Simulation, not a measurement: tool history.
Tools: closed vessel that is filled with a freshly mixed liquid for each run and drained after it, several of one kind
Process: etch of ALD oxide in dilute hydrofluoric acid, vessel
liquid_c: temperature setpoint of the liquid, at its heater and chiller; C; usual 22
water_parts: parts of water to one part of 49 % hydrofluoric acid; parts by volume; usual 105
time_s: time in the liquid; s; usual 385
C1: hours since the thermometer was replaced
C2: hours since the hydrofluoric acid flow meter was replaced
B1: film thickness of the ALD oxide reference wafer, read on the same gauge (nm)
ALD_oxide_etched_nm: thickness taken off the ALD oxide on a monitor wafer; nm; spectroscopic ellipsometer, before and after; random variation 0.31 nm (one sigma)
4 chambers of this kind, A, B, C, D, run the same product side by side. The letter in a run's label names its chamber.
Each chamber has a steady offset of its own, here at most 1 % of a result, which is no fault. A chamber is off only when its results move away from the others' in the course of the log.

{"run": "1A", "hour": 7.5, "liquid_c": 22, "water_parts": 105, "time_s": 385, "C1": 77.9, "C2": 931.9, "B1": 139.96, "ALD_oxide_etched_nm": 56.027}
{"run": "2B", "hour": 12.6, "liquid_c": 22, "water_parts": 105, "time_s": 385, "C1": 1208.7, "C2": 158.6, "B1": 140.01, "ALD_oxide_etched_nm": 56.677}
{"run": "3D", "hour": 17.1, "liquid_c": 22, "water_parts": 105, "time_s": 385, "C1": 1682.5, "C2": 50.2, "B1": 140.01, "ALD_oxide_etched_nm": 55.728}
{"run": "4C", "hour": 24.6, "liquid_c": 22, "water_parts": 105, "time_s": 385, "C1": 1712.0, "C2": 1593.8, "B1": 139.97, "ALD_oxide_etched_nm": 56.247}
{"run": "5A", "hour": 29.6, "liquid_c": 22, "water_parts": 105, "time_s": 385, "C1": 100.0, "C2": 954.0, "B1": 139.96, "ALD_oxide_etched_nm": 56.204}
{"run": "6C", "hour": 36.6, "liquid_c": 22, "water_parts": 105, "time_s": 385, "C1": 1724.0, "C2": 1605.8, "B1": 140.01, "ALD_oxide_etched_nm": 56.599}
{"run": "7D", "hour": 41.9, "liquid_c": 22, "water_parts": 105, "time_s": 385, "C1": 1707.3, "C2": 75.0, "B1": 140.02, "ALD_oxide_etched_nm": 55.544}
{"run": "8B", "hour": 49.4, "liquid_c": 22, "water_parts": 105, "time_s": 385, "C1": 1245.5, "C2": 195.4, "B1": 140.02, "ALD_oxide_etched_nm": 57.052}
{"run": "9B", "hour": 54.8, "liquid_c": 22, "water_parts": 105, "time_s": 385, "C1": 1250.9, "C2": 200.8, "B1": 139.99, "ALD_oxide_etched_nm": 56.361}
{"run": "10C", "hour": 62.0, "liquid_c": 22, "water_parts": 105, "time_s": 385, "C1": 1749.4, "C2": 1631.2, "B1": 140.02, "ALD_oxide_etched_nm": 56.51}
{"run": "11A", "hour": 68.4, "liquid_c": 22, "water_parts": 105, "time_s": 305, "C1": 138.8, "C2": 992.8, "B1": 140.01, "ALD_oxide_etched_nm": 44.966}
{"run": "12D", "hour": 76.0, "liquid_c": 22, "water_parts": 105, "time_s": 305, "C1": 1741.4, "C2": 109.1, "B1": 139.97, "ALD_oxide_etched_nm": 44.053}
{"run": "13A", "hour": 84.4, "liquid_c": 22, "water_parts": 105, "time_s": 305, "C1": 154.8, "C2": 1008.8, "B1": 140.0, "ALD_oxide_etched_nm": 44.893}
{"run": "14B", "hour": 92.9, "liquid_c": 22, "water_parts": 105, "time_s": 305, "C1": 1289.0, "C2": 238.9, "B1": 139.98, "ALD_oxide_etched_nm": 44.627}
{"run": "15C", "hour": 99.4, "liquid_c": 22, "water_parts": 105, "time_s": 385, "C1": 1786.8, "C2": 1668.6, "B1": 139.99, "ALD_oxide_etched_nm": 56.129}
{"run": "16D", "hour": 106.4, "liquid_c": 22, "water_parts": 105, "time_s": 385, "C1": 1771.8, "C2": 139.5, "B1": 139.96, "ALD_oxide_etched_nm": 55.689}
{"run": "17D", "hour": 111.3, "liquid_c": 22, "water_parts": 105, "time_s": 385, "C1": 1776.7, "C2": 144.4, "B1": 140.01, "ALD_oxide_etched_nm": 55.533}
{"run": "18C", "hour": 115.1, "liquid_c": 22, "water_parts": 105, "time_s": 385, "C1": 1802.5, "C2": 1684.3, "B1": 140.03, "ALD_oxide_etched_nm": 56.153}
{"run": "19B", "hour": 122.4, "liquid_c": 22, "water_parts": 105, "time_s": 385, "C1": 1318.5, "C2": 268.4, "B1": 139.99, "ALD_oxide_etched_nm": 56.152}
{"run": "20A", "hour": 128.9, "liquid_c": 22, "water_parts": 105, "time_s": 385, "C1": 199.3, "C2": 1053.3, "B1": 140.04, "ALD_oxide_etched_nm": 57.577}
{"run": "21D", "hour": 136.3, "liquid_c": 22, "water_parts": 105, "time_s": 385, "C1": 1801.7, "C2": 169.4, "B1": 139.99, "ALD_oxide_etched_nm": 56.235}
{"run": "22A", "hour": 140.4, "liquid_c": 22, "water_parts": 105, "time_s": 385, "C1": 210.8, "C2": 1064.8, "B1": 140.02, "ALD_oxide_etched_nm": 58.35}
{"run": "23B", "hour": 147.0, "liquid_c": 22, "water_parts": 105, "time_s": 385, "C1": 1343.1, "C2": 293.0, "B1": 140.01, "ALD_oxide_etched_nm": 56.207}
{"run": "24C", "hour": 154.9, "liquid_c": 22, "water_parts": 105, "time_s": 385, "C1": 1842.3, "C2": 1724.1, "B1": 140.0, "ALD_oxide_etched_nm": 56.135}
{"run": "25C", "hour": 158.8, "liquid_c": 22, "water_parts": 105, "time_s": 385, "C1": 1846.2, "C2": 1728.0, "B1": 140.03, "ALD_oxide_etched_nm": 56.272}
{"run": "26A", "hour": 166.4, "liquid_c": 22, "water_parts": 130, "time_s": 385, "C1": 236.8, "C2": 1090.8, "B1": 140.03, "ALD_oxide_etched_nm": 45.995}
{"run": "27B", "hour": 170.7, "liquid_c": 22, "water_parts": 130, "time_s": 385, "C1": 1366.8, "C2": 316.7, "B1": 139.98, "ALD_oxide_etched_nm": 44.248}
{"run": "28D", "hour": 177.4, "liquid_c": 22, "water_parts": 130, "time_s": 385, "C1": 1842.8, "C2": 210.5, "B1": 139.97, "ALD_oxide_etched_nm": 43.707}
{"run": "29C", "hour": 183.3, "liquid_c": 22, "water_parts": 130, "time_s": 385, "C1": 1870.7, "C2": 1752.5, "B1": 140.0, "ALD_oxide_etched_nm": 44.309}
{"run": "30A", "hour": 191.7, "liquid_c": 22, "water_parts": 105, "time_s": 385, "C1": 262.1, "C2": 1116.1, "B1": 140.01, "ALD_oxide_etched_nm": 58.802}
{"run": "31B", "hour": 198.4, "liquid_c": 22, "water_parts": 105, "time_s": 385, "C1": 1394.5, "C2": 344.4, "B1": 139.97, "ALD_oxide_etched_nm": 56.98}
{"run": "32D", "hour": 203.8, "liquid_c": 22, "water_parts": 105, "time_s": 385, "C1": 1869.2, "C2": 236.9, "B1": 139.99, "ALD_oxide_etched_nm": 55.8}
{"run": "33C", "hour": 210.4, "liquid_c": 22, "water_parts": 105, "time_s": 385, "C1": 1897.8, "C2": 1779.6, "B1": 140.0, "ALD_oxide_etched_nm": 56.494}
{"run": "34D", "hour": 216.6, "liquid_c": 22, "water_parts": 105, "time_s": 385, "C1": 1882.0, "C2": 249.7, "B1": 140.0, "ALD_oxide_etched_nm": 56.467}
{"run": "35B", "hour": 222.9, "liquid_c": 22, "water_parts": 105, "time_s": 385, "C1": 1419.0, "C2": 368.9, "B1": 139.99, "ALD_oxide_etched_nm": 56.501}
{"run": "36A", "hour": 227.4, "liquid_c": 22, "water_parts": 105, "time_s": 385, "C1": 297.8, "C2": 1151.8, "B1": 139.97, "ALD_oxide_etched_nm": 59.508}
{"run": "37A", "hour": 232.2, "liquid_c": 19, "water_parts": 105, "time_s": 385, "C1": 302.6, "C2": 1156.6, "B1": 140.01, "ALD_oxide_etched_nm": 52.751}
{"run": "38C", "hour": 238.4, "liquid_c": 19, "water_parts": 105, "time_s": 385, "C1": 1925.8, "C2": 1807.6, "B1": 140.0, "ALD_oxide_etched_nm": 49.674}
{"run": "39B", "hour": 244.0, "liquid_c": 19, "water_parts": 105, "time_s": 385, "C1": 1440.1, "C2": 390.0, "B1": 140.0, "ALD_oxide_etched_nm": 50.203}

Is one chamber off against the others, does the gauge drift, or is nothing wrong? If a chamber is off, say which, and what the likeliest cause is.

Chamber A drifts away from the others.
Cause: hydrofluoric acid flow above the setpoint (%) = 6.07.
The log may not tell that from: liquid hotter than its thermometer reads (K).

Here are 4 candidates for chamber A's next run, each the usual settings with a change, their results left as question marks. Which one brings its results back in line with what the others give on the usual settings?
In line means no further than this from the other chambers' mean on the usual settings: ALD_oxide_etched_nm 1.100 nm
{"run": "40A-1", "hour": 250.1, "liquid_c": 20.5, "water_parts": 105, "time_s": 385, "ALD_oxide_etched_nm": "?"}
{"run": "40A-2", "hour": 250.1, "liquid_c": 22.0, "water_parts": 105, "time_s": 335, "ALD_oxide_etched_nm": "?"}
{"run": "40A-3", "hour": 250.1, "liquid_c": 25.5, "water_parts": 105, "time_s": 385, "ALD_oxide_etched_nm": "?"}
{"run": "40A-4", "hour": 250.1, "liquid_c": 22.0, "water_parts": 105, "time_s": 410, "ALD_oxide_etched_nm": "?"}

The other chambers' mean on the usual settings: ALD_oxide_etched_nm 56.111 nm
run=40A-1 ALD_oxide_etched_nm=56.589
run=40A-2 ALD_oxide_etched_nm=52.291
run=40A-3 ALD_oxide_etched_nm=68.977
run=40A-4 ALD_oxide_etched_nm=63.998
40A-1 brings the chamber back in line.

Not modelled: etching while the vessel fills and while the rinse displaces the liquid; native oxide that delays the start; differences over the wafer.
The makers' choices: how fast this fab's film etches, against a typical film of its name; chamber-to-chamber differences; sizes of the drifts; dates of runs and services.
